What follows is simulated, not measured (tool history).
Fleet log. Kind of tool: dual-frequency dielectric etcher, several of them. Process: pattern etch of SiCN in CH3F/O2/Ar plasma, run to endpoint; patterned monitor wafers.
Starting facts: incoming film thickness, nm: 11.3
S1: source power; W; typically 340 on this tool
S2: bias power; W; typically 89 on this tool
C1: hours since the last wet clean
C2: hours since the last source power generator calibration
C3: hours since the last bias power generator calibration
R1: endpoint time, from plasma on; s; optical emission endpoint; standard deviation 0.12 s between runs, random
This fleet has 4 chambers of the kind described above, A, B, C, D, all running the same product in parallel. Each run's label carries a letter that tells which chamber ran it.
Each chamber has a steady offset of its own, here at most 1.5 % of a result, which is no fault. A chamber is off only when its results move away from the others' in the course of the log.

{"run": "1C", "day": 0.4, "S1": 340, "S2": 89, "C1": 255.6, "C2": 1224.4, "C3": 639.1, "R1": 30.072}
{"run": "2D", "day": 0.921, "S1": 340, "S2": 89, "C1": 23.8, "C2": 1526.5, "C3": 1179.4, "R1": 29.642}
{"run": "3A", "day": 1.304, "S1": 340, "S2": 89, "C1": 263, "C2": 2711.3, "C3": 1634.8, "R1": 29.797}
{"run": "4B", "day": 1.921, "S1": 340, "S2": 89, "C1": 500.9, "C2": 1033.1, "C3": 619.8, "R1": 29.348}
{"run": "5D", "day": 2.508, "S1": 310, "S2": 100, "C1": 61.9, "C2": 1564.6, "C3": 1217.5, "R1": 29.309}
{"day": 2.679, "done": "chamber B: wet clean of the chamber"}
{"run": "6B", "day": 3.108, "S1": 310, "S2": 100, "C1": 10.4, "C2": 1061.6, "C3": 648.3, "R1": 28.969}
{"run": "7A", "day": 3.688, "S1": 310, "S2": 100, "C1": 320.2, "C2": 2768.5, "C3": 1692, "R1": 29.36}
{"run": "8C", "day": 4.292, "S1": 310, "S2": 100, "C1": 349, "C2": 1317.8, "C3": 732.5, "R1": 29.789}
{"run": "9A", "day": 4.817, "S1": 340, "S2": 89, "C1": 347.3, "C2": 2795.6, "C3": 1719.1, "R1": 29.996}
{"run": "10B", "day": 5.371, "S1": 390, "S2": 89, "C1": 64.7, "C2": 1115.9, "C3": 702.6, "R1": 27.931}
{"run": "11C", "day": 5.933, "S1": 390, "S2": 89, "C1": 388.4, "C2": 1357.2, "C3": 771.9, "R1": 29.075}
{"run": "12D", "day": 6.317, "S1": 390, "S2": 89, "C1": 153.3, "C2": 1656, "C3": 1308.9, "R1": 28.1}
{"run": "13B", "day": 6.638, "S1": 390, "S2": 89, "C1": 95.1, "C2": 1146.3, "C3": 733, "R1": 27.769}
{"run": "14D", "day": 7.1, "S1": 340, "S2": 89, "C1": 172.1, "C2": 1674.8, "C3": 1327.7, "R1": 29.367}
{"run": "15C", "day": 7.525, "S1": 340, "S2": 89, "C1": 426.6, "C2": 1395.4, "C3": 810.1, "R1": 30.556}
{"run": "16A", "day": 7.879, "S1": 340, "S2": 89, "C1": 420.8, "C2": 2869.1, "C3": 1792.6, "R1": 29.625}
{"run": "17B", "day": 8.308, "S1": 340, "S2": 89, "C1": 135.2, "C2": 1186.4, "C3": 773.1, "R1": 29.301}
{"run": "18D", "day": 8.629, "S1": 340, "S2": 89, "C1": 208.8, "C2": 1711.5, "C3": 1364.4, "R1": 29.535}
{"day": 8.638, "done": "chamber A: wet clean of the chamber"}
{"run": "19A", "day": 9.021, "S1": 340, "S2": 89, "C1": 9.3, "C2": 2896.5, "C3": 1820, "R1": 29.646}
{"run": "20C", "day": 9.579, "S1": 340, "S2": 89, "C1": 475.9, "C2": 1444.7, "C3": 859.4, "R1": 30.697}
{"run": "21D", "day": 10.204, "S1": 340, "S2": 89, "C1": 246.6, "C2": 1749.3, "C3": 1402.2, "R1": 29.562}
{"run": "22B", "day": 10.525, "S1": 340, "S2": 89, "C1": 188.4, "C2": 1239.6, "C3": 826.3, "R1": 29.216}
{"run": "23A", "day": 11.146, "S1": 340, "S2": 89, "C1": 60.3, "C2": 2947.5, "C3": 1871, "R1": 29.709}
{"run": "24C", "day": 11.796, "S1": 340, "S2": 89, "C1": 529.1, "C2": 1497.9, "C3": 912.6, "R1": 31.074}

All 4 chambers run these settings next. Forecast each chamber's results:
{"run": "25A", "day": 12.271, "S1": 400, "S2": 89, "R1": "?"}
{"run": "25B", "day": 12.271, "S1": 400, "S2": 89, "R1": "?"}
{"run": "25C", "day": 12.271, "S1": 400, "S2": 89, "R1": "?"}
{"run": "25D", "day": 12.271, "S1": 400, "S2": 89, "R1": "?"}

run=25A R1=27.907
run=25B R1=27.368
run=25C R1=29.231
run=25D R1=27.645
